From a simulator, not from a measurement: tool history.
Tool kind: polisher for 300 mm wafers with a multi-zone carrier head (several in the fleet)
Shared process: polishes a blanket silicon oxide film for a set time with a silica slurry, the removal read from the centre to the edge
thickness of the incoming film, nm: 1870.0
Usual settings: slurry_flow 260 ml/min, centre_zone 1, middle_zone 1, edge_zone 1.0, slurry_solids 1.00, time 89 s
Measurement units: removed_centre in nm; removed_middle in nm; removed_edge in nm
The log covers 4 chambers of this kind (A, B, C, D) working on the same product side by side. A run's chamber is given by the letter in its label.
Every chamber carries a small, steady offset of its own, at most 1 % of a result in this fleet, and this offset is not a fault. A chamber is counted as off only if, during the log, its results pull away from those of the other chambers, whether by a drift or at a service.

{"run": "1B", "day": 0.283, "slurry_flow": 260, "centre_zone": 1, "middle_zone": 1, "edge_zone": 1.0, "slurry_solids": 1.0, "time": 89, "removed_centre": 196.42, "removed_middle": 192.76, "removed_edge": 200.27}
{"day": 0.296, "done": "chamber A: worn pad replaced by a new one"}
{"day": 0.392, "done": "chamber A: slurry nozzle cleaned"}
{"run": "2A", "day": 0.667, "slurry_flow": 260, "centre_zone": 1, "middle_zone": 1, "edge_zone": 1.0, "slurry_solids": 1.0, "time": 89, "removed_centre": 195.81, "removed_middle": 193.85, "removed_edge": 198.4}
{"run": "3D", "day": 0.85, "slurry_flow": 260, "centre_zone": 1, "middle_zone": 1, "edge_zone": 1.0, "slurry_solids": 1.0, "time": 89, "removed_centre": 195.37, "removed_middle": 194.66, "removed_edge": 201.56}
{"run": "4C", "day": 1.067, "slurry_flow": 260, "centre_zone": 1, "middle_zone": 1, "edge_zone": 1.0, "slurry_solids": 1.0, "time": 89, "removed_centre": 195.54, "removed_middle": 196.15, "removed_edge": 195.07}
{"run": "5D", "day": 1.425, "slurry_flow": 260, "centre_zone": 1, "middle_zone": 1, "edge_zone": 1.0, "slurry_solids": 1.0, "time": 89, "removed_centre": 197.69, "removed_middle": 195.31, "removed_edge": 196.84}
{"run": "6C", "day": 1.817, "slurry_flow": 260, "centre_zone": 1, "middle_zone": 1, "edge_zone": 1.0, "slurry_solids": 1.0, "time": 89, "removed_centre": 197.13, "removed_middle": 194.22, "removed_edge": 195.76}
{"run": "7B", "day": 2.042, "slurry_flow": 260, "centre_zone": 1, "middle_zone": 1, "edge_zone": 1.0, "slurry_solids": 1.0, "time": 89, "removed_centre": 193.35, "removed_middle": 195.43, "removed_edge": 195.95}
{"day": 2.171, "done": "chamber D: worn pad replaced by a new one"}
{"run": "8A", "day": 2.375, "slurry_flow": 260, "centre_zone": 1, "middle_zone": 1, "edge_zone": 1.0, "slurry_solids": 1.0, "time": 89, "removed_centre": 194.34, "removed_middle": 198.92, "removed_edge": 200.72}
{"run": "9D", "day": 2.788, "slurry_flow": 190, "centre_zone": 1, "middle_zone": 1, "edge_zone": 1.0, "slurry_solids": 1.0, "time": 60, "removed_centre": 127.17, "removed_middle": 127.03, "removed_edge": 127.37}
{"run": "10B", "day": 3.104, "slurry_flow": 190, "centre_zone": 1, "middle_zone": 1, "edge_zone": 1.0, "slurry_solids": 1.0, "time": 60, "removed_centre": 126.18, "removed_middle": 125.41, "removed_edge": 124.67}
{"day": 3.208, "done": "chamber C: worn pad replaced by a new one"}
{"run": "11A", "day": 3.421, "slurry_flow": 190, "centre_zone": 1, "middle_zone": 1, "edge_zone": 1.0, "slurry_solids": 1.0, "time": 60, "removed_centre": 126.26, "removed_middle": 127.02, "removed_edge": 130.38}
{"run": "12C", "day": 3.633, "slurry_flow": 190, "centre_zone": 1, "middle_zone": 1, "edge_zone": 1.0, "slurry_solids": 1.0, "time": 60, "removed_centre": 127.22, "removed_middle": 130.07, "removed_edge": 131.02}
{"run": "13C", "day": 3.929, "slurry_flow": 260, "centre_zone": 1, "middle_zone": 1, "edge_zone": 1.0, "slurry_solids": 1.0, "time": 89, "removed_centre": 194.99, "removed_middle": 197.21, "removed_edge": 200.9}
{"day": 4.167, "done": "chamber B: worn pad replaced by a new one"}
{"run": "14B", "day": 4.342, "slurry_flow": 260, "centre_zone": 1, "middle_zone": 1, "edge_zone": 1.0, "slurry_solids": 1.0, "time": 89, "removed_centre": 198.53, "removed_middle": 188.95, "removed_edge": 195.19}
{"day": 4.396, "done": "chamber A: worn pad replaced by a new one"}
{"run": "15D", "day": 4.738, "slurry_flow": 260, "centre_zone": 1, "middle_zone": 1, "edge_zone": 1.0, "slurry_solids": 1.0, "time": 89, "removed_centre": 194.38, "removed_middle": 196.17, "removed_edge": 198.27}
{"day": 4.979, "done": "chamber B: slurry nozzle cleaned"}
{"day": 4.988, "done": "chamber D: worn pad replaced by a new one"}
{"day": 4.996, "done": "chamber A: centre zone pressure recalibrated"}
{"run": "16A", "day": 5.088, "slurry_flow": 260, "centre_zone": 1, "middle_zone": 1, "edge_zone": 1.0, "slurry_solids": 1.0, "time": 89, "removed_centre": 195.46, "removed_middle": 195.54, "removed_edge": 193.71}
{"day": 5.4, "done": "chamber C: slurry nozzle cleaned"}
{"day": 5.412, "done": "chamber B: centre zone pressure recalibrated"}
{"run": "17C", "day": 5.446, "slurry_flow": 260, "centre_zone": 1, "middle_zone": 1, "edge_zone": 1.0, "slurry_solids": 1.0, "time": 89, "removed_centre": 193.55, "removed_middle": 196.16, "removed_edge": 199.81}
{"run": "18D", "day": 5.738, "slurry_flow": 260, "centre_zone": 1, "middle_zone": 1, "edge_zone": 1.0, "slurry_solids": 1.0, "time": 89, "removed_centre": 197.85, "removed_middle": 193.94, "removed_edge": 196.63}
{"run": "19B", "day": 6.092, "slurry_flow": 260, "centre_zone": 1, "middle_zone": 1, "edge_zone": 1.0, "slurry_solids": 1.0, "time": 89, "removed_centre": 195.08, "removed_middle": 197.47, "removed_edge": 201.98}
{"run": "20A", "day": 6.392, "slurry_flow": 260, "centre_zone": 1, "middle_zone": 1, "edge_zone": 1.0, "slurry_solids": 1.0, "time": 89, "removed_centre": 195.09, "removed_middle": 196.98, "removed_edge": 200.92}
{"run": "21A", "day": 6.625, "slurry_flow": 260, "centre_zone": 1, "middle_zone": 1, "edge_zone": 1.0, "slurry_solids": 1.0, "time": 89, "removed_centre": 197.04, "removed_middle": 194.47, "removed_edge": 204.7}
{"run": "22C", "day": 6.888, "slurry_flow": 260, "centre_zone": 1, "middle_zone": 1, "edge_zone": 1.1, "slurry_solids": 1.0, "time": 89, "removed_centre": 194.57, "removed_middle": 195.93, "removed_edge": 207.04}
{"run": "23B", "day": 7.196, "slurry_flow": 260, "centre_zone": 1, "middle_zone": 1, "edge_zone": 1.1, "slurry_solids": 1.0, "time": 89, "removed_centre": 195.45, "removed_middle": 194.35, "removed_edge": 205.38}
{"day": 7.5, "done": "chamber D: worn pad replaced by a new one"}
{"run": "24D", "day": 7.579, "slurry_flow": 260, "centre_zone": 1, "middle_zone": 1, "edge_zone": 1.1, "slurry_solids": 1.0, "time": 89, "removed_centre": 197.59, "removed_middle": 194.82, "removed_edge": 203.58}
{"run": "25A", "day": 7.833, "slurry_flow": 260, "centre_zone": 1, "middle_zone": 1, "edge_zone": 1.1, "slurry_solids": 1.0, "time": 89, "removed_centre": 197.06, "removed_middle": 196.26, "removed_edge": 210.54}
{"run": "26C", "day": 8.2, "slurry_flow": 260, "centre_zone": 1, "middle_zone": 1, "edge_zone": 1.0, "slurry_solids": 1.0, "time": 89, "removed_centre": 192.81, "removed_middle": 195.6, "removed_edge": 199.81}
{"run": "27D", "day": 8.546, "slurry_flow": 260, "centre_zone": 1, "middle_zone": 1, "edge_zone": 1.0, "slurry_solids": 0.85, "time": 89, "removed_centre": 182.77, "removed_middle": 180.85, "removed_edge": 181.81}
{"day": 8.667, "done": "chamber A: worn pad replaced by a new one"}
{"day": 8.688, "done": "chamber C: worn pad replaced by a new one"}
{"run": "28B", "day": 8.762, "slurry_flow": 260, "centre_zone": 1, "middle_zone": 1, "edge_zone": 1.0, "slurry_solids": 0.85, "time": 89, "removed_centre": 182.64, "removed_middle": 179.65, "removed_edge": 183.28}
{"day": 8.858, "done": "chamber C: centre zone pressure recalibrated"}
{"run": "29D", "day": 9.071, "slurry_flow": 260, "centre_zone": 1, "middle_zone": 1, "edge_zone": 1.0, "slurry_solids": 0.85, "time": 89, "removed_centre": 185.84, "removed_middle": 176.38, "removed_edge": 182.49}
{"day": 9.312, "done": "chamber D: slurry nozzle cleaned"}
{"run": "30B", "day": 9.475, "slurry_flow": 260, "centre_zone": 1, "middle_zone": 1, "edge_zone": 1.0, "slurry_solids": 0.85, "time": 89, "removed_centre": 180.2, "removed_middle": 180.45, "removed_edge": 181.55}
{"run": "31A", "day": 9.808, "slurry_flow": 260, "centre_zone": 1, "middle_zone": 1, "edge_zone": 1.0, "slurry_solids": 1.0, "time": 89, "removed_centre": 194.17, "removed_middle": 193.71, "removed_edge": 192.6}
{"run": "32C", "day": 9.996, "slurry_flow": 260, "centre_zone": 1, "middle_zone": 1, "edge_zone": 1.0, "slurry_solids": 1.0, "time": 89, "removed_centre": 196.8, "removed_middle": 196.35, "removed_edge": 194.87}
{"run": "33A", "day": 10.267, "slurry_flow": 260, "centre_zone": 1, "middle_zone": 1, "edge_zone": 1.0, "slurry_solids": 1.0, "time": 89, "removed_centre": 194.86, "removed_middle": 198.98, "removed_edge": 199.96}
{"day": 10.308, "done": "chamber D: worn pad replaced by a new one"}
{"run": "34D", "day": 10.625, "slurry_flow": 260, "centre_zone": 1, "middle_zone": 1, "edge_zone": 1.0, "slurry_solids": 0.8, "time": 112, "removed_centre": 221.09, "removed_middle": 220.72, "removed_edge": 221.28}
{"run": "35B", "day": 10.833, "slurry_flow": 260, "centre_zone": 1, "middle_zone": 1, "edge_zone": 1.0, "slurry_solids": 0.8, "time": 112, "removed_centre": 221.99, "removed_middle": 218.44, "removed_edge": 223.2}
{"run": "36C", "day": 11.017, "slurry_flow": 260, "centre_zone": 1, "middle_zone": 1, "edge_zone": 1.0, "slurry_solids": 0.8, "time": 112, "removed_centre": 221.31, "removed_middle": 222.88, "removed_edge": 219.19}

All chambers now run identical settings, listed one chamber a line with results as question marks. What results will each chamber show?
{"run": "37A", "day": 11.312, "slurry_flow": 260, "centre_zone": 1, "middle_zone": 1, "edge_zone": 1.0, "slurry_solids": 0.8, "time": 89, "removed_centre": "?", "removed_middle": "?", "removed_edge": "?"}
{"run": "37B", "day": 11.312, "slurry_flow": 260, "centre_zone": 1, "middle_zone": 1, "edge_zone": 1.0, "slurry_solids": 0.8, "time": 89, "removed_centre": "?", "removed_middle": "?", "removed_edge": "?"}
{"run": "37C", "day": 11.312, "slurry_flow": 260, "centre_zone": 1, "middle_zone": 1, "edge_zone": 1.0, "slurry_solids": 0.8, "time": 89, "removed_centre": "?", "removed_middle": "?", "removed_edge": "?"}
{"run": "37D", "day": 11.312, "slurry_flow": 260, "centre_zone": 1, "middle_zone": 1, "edge_zone": 1.0, "slurry_solids": 0.8, "time": 89, "removed_centre": "?", "removed_middle": "?", "removed_edge": "?"}

run=37A removed_centre=176.01 removed_middle=176.93 removed_edge=170.65
run=37B removed_centre=174.05 removed_middle=177.73 removed_edge=175.71
run=37C removed_centre=172.65 removed_middle=177.70 removed_edge=176.61
run=37D removed_centre=177.02 removed_middle=171.35 removed_edge=178.52
